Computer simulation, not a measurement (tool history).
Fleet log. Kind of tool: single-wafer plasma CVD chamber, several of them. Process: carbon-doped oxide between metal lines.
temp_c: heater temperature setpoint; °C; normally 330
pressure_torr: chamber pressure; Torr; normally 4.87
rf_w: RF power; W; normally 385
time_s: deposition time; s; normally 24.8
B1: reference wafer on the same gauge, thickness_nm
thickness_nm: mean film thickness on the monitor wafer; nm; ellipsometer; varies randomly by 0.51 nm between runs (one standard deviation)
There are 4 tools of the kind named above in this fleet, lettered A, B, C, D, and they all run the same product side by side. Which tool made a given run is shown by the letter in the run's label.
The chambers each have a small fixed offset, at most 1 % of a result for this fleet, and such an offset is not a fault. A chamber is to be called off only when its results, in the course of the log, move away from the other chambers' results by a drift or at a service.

{"run": "1C", "day": 0.133, "temp_c": 330, "pressure_torr": 4.87, "rf_w": 385, "time_s": 24.8, "B1": 98.903, "thickness_nm": 113.36}
{"run": "2A", "day": 0.258, "temp_c": 330, "pressure_torr": 4.87, "rf_w": 385, "time_s": 24.8, "B1": 98.981, "thickness_nm": 111.49}
{"run": "3D", "day": 0.408, "temp_c": 330, "pressure_torr": 4.87, "rf_w": 385, "time_s": 24.8, "B1": 98.939, "thickness_nm": 111.89}
{"run": "4B", "day": 0.567, "temp_c": 330, "pressure_torr": 4.87, "rf_w": 385, "time_s": 24.8, "B1": 99.065, "thickness_nm": 112.03}
{"run": "5D", "day": 0.746, "temp_c": 330, "pressure_torr": 4.87, "rf_w": 385, "time_s": 24.8, "B1": 98.951, "thickness_nm": 111.27}
{"run": "6A", "day": 0.838, "temp_c": 330, "pressure_torr": 4.87, "rf_w": 385, "time_s": 24.8, "B1": 99.022, "thickness_nm": 110.59}
{"run": "7B", "day": 1.017, "temp_c": 330, "pressure_torr": 4.87, "rf_w": 385, "time_s": 24.8, "B1": 99.006, "thickness_nm": 112.56}
{"run": "8C", "day": 1.196, "temp_c": 330, "pressure_torr": 4.87, "rf_w": 385, "time_s": 24.8, "B1": 98.959, "thickness_nm": 112.6}
{"run": "9D", "day": 1.288, "temp_c": 330, "pressure_torr": 4.87, "rf_w": 385, "time_s": 21.5, "B1": 99.114, "thickness_nm": 96.872}
{"run": "10A", "day": 1.375, "temp_c": 330, "pressure_torr": 4.87, "rf_w": 385, "time_s": 21.5, "B1": 99.045, "thickness_nm": 95.896}
{"run": "11C", "day": 1.546, "temp_c": 330, "pressure_torr": 4.87, "rf_w": 385, "time_s": 21.5, "B1": 98.891, "thickness_nm": 98.288}
{"run": "12B", "day": 1.729, "temp_c": 330, "pressure_torr": 4.87, "rf_w": 385, "time_s": 21.5, "B1": 98.976, "thickness_nm": 97.763}
{"run": "13A", "day": 1.912, "temp_c": 330, "pressure_torr": 4.87, "rf_w": 385, "time_s": 24.8, "B1": 99.007, "thickness_nm": 111.36}
{"run": "14D", "day": 2.054, "temp_c": 330, "pressure_torr": 4.87, "rf_w": 385, "time_s": 24.8, "B1": 98.894, "thickness_nm": 111.65}
{"day": 2.079, "done": "chamber D: RF generator calibrated"}
{"run": "15C", "day": 2.2, "temp_c": 330, "pressure_torr": 4.87, "rf_w": 385, "time_s": 24.8, "B1": 98.933, "thickness_nm": 113.23}
{"run": "16B", "day": 2.338, "temp_c": 325, "pressure_torr": 4.87, "rf_w": 360, "time_s": 24.8, "B1": 98.941, "thickness_nm": 108.47}
{"run": "17A", "day": 2.512, "temp_c": 325, "pressure_torr": 4.87, "rf_w": 360, "time_s": 24.8, "B1": 99.03, "thickness_nm": 106.81}
{"run": "18C", "day": 2.638, "temp_c": 325, "pressure_torr": 4.87, "rf_w": 360, "time_s": 24.8, "B1": 99.001, "thickness_nm": 108.38}
{"run": "19D", "day": 2.771, "temp_c": 325, "pressure_torr": 4.87, "rf_w": 360, "time_s": 24.8, "B1": 99.016, "thickness_nm": 108.58}
{"run": "20B", "day": 2.892, "temp_c": 330, "pressure_torr": 4.87, "rf_w": 385, "time_s": 24.8, "B1": 99.008, "thickness_nm": 112.43}
{"run": "21D", "day": 3.033, "temp_c": 330, "pressure_torr": 4.87, "rf_w": 385, "time_s": 24.8, "B1": 99.059, "thickness_nm": 112.58}
{"day": 3.038, "done": "chamber C: capacitance manometer re-zeroed and calibrated"}
{"run": "22B", "day": 3.15, "temp_c": 330, "pressure_torr": 4.87, "rf_w": 385, "time_s": 24.8, "B1": 98.991, "thickness_nm": 112.94}
{"run": "23C", "day": 3.262, "temp_c": 330, "pressure_torr": 4.87, "rf_w": 385, "time_s": 24.8, "B1": 99.084, "thickness_nm": 113.06}
{"run": "24A", "day": 3.433, "temp_c": 330, "pressure_torr": 4.87, "rf_w": 385, "time_s": 24.8, "B1": 98.967, "thickness_nm": 108.9}
{"run": "25A", "day": 3.575, "temp_c": 330, "pressure_torr": 4.87, "rf_w": 455, "time_s": 24.8, "B1": 98.926, "thickness_nm": 122.54}
{"run": "26C", "day": 3.658, "temp_c": 330, "pressure_torr": 4.87, "rf_w": 455, "time_s": 24.8, "B1": 99.063, "thickness_nm": 127.43}
{"run": "27D", "day": 3.838, "temp_c": 330, "pressure_torr": 4.87, "rf_w": 455, "time_s": 24.8, "B1": 98.902, "thickness_nm": 127.11}
{"run": "28B", "day": 4.017, "temp_c": 330, "pressure_torr": 4.87, "rf_w": 455, "time_s": 24.8, "B1": 99.035, "thickness_nm": 125.67}
{"run": "29C", "day": 4.188, "temp_c": 330, "pressure_torr": 4.87, "rf_w": 385, "time_s": 24.8, "B1": 98.823, "thickness_nm": 112.9}
{"run": "30A", "day": 4.3, "temp_c": 330, "pressure_torr": 4.87, "rf_w": 385, "time_s": 24.8, "B1": 98.98, "thickness_nm": 108.29}
{"run": "31B", "day": 4.396, "temp_c": 330, "pressure_torr": 4.87, "rf_w": 385, "time_s": 24.8, "B1": 98.962, "thickness_nm": 113.24}
{"run": "32D", "day": 4.571, "temp_c": 330, "pressure_torr": 4.87, "rf_w": 385, "time_s": 24.8, "B1": 99.044, "thickness_nm": 112.91}
{"run": "33A", "day": 4.683, "temp_c": 330, "pressure_torr": 4.87, "rf_w": 385, "time_s": 24.8, "B1": 99.026, "thickness_nm": 107.48}
{"run": "34C", "day": 4.771, "temp_c": 330, "pressure_torr": 4.87, "rf_w": 385, "time_s": 24.8, "B1": 98.93, "thickness_nm": 112.57}
{"run": "35B", "day": 4.921, "temp_c": 330, "pressure_torr": 4.87, "rf_w": 385, "time_s": 24.8, "B1": 98.96, "thickness_nm": 112.67}
{"run": "36D", "day": 5.092, "temp_c": 324, "pressure_torr": 4.42, "rf_w": 385, "time_s": 24.8, "B1": 99.047, "thickness_nm": 113.52}
{"run": "37D", "day": 5.196, "temp_c": 324, "pressure_torr": 4.42, "rf_w": 385, "time_s": 24.8, "B1": 98.927, "thickness_nm": 112.65}
{"run": "38C", "day": 5.304, "temp_c": 324, "pressure_torr": 4.42, "rf_w": 385, "time_s": 24.8, "B1": 99.093, "thickness_nm": 113.46}
{"run": "39A", "day": 5.471, "temp_c": 324, "pressure_torr": 4.42, "rf_w": 385, "time_s": 24.8, "B1": 99.008, "thickness_nm": 106.95}
{"run": "40B", "day": 5.575, "temp_c": 330, "pressure_torr": 4.87, "rf_w": 385, "time_s": 24.8, "B1": 98.999, "thickness_nm": 112.29}
{"run": "41B", "day": 5.704, "temp_c": 330, "pressure_torr": 4.87, "rf_w": 385, "time_s": 24.8, "B1": 99.032, "thickness_nm": 112.82}
{"run": "42C", "day": 5.833, "temp_c": 330, "pressure_torr": 4.87, "rf_w": 385, "time_s": 24.8, "B1": 99.051, "thickness_nm": 112.67}
{"run": "43A", "day": 5.942, "temp_c": 330, "pressure_torr": 4.87, "rf_w": 385, "time_s": 24.8, "B1": 98.892, "thickness_nm": 104.27}

For the next run the whole fleet of 4 chambers uses the same settings. Give each chamber's results:
{"run": "44A", "day": 6.075, "temp_c": 330, "pressure_torr": 4.87, "rf_w": 385, "time_s": 24.8, "thickness_nm": "?"}
{"run": "44B", "day": 6.075, "temp_c": 330, "pressure_torr": 4.87, "rf_w": 385, "time_s": 24.8, "thickness_nm": "?"}
{"run": "44C", "day": 6.075, "temp_c": 330, "pressure_torr": 4.87, "rf_w": 385, "time_s": 24.8, "thickness_nm": "?"}
{"run": "44D", "day": 6.075, "temp_c": 330, "pressure_torr": 4.87, "rf_w": 385, "time_s": 24.8, "thickness_nm": "?"}

run=44A thickness_nm=105.670
run=44B thickness_nm=111.760
run=44C thickness_nm=112.880
run=44D thickness_nm=113.020
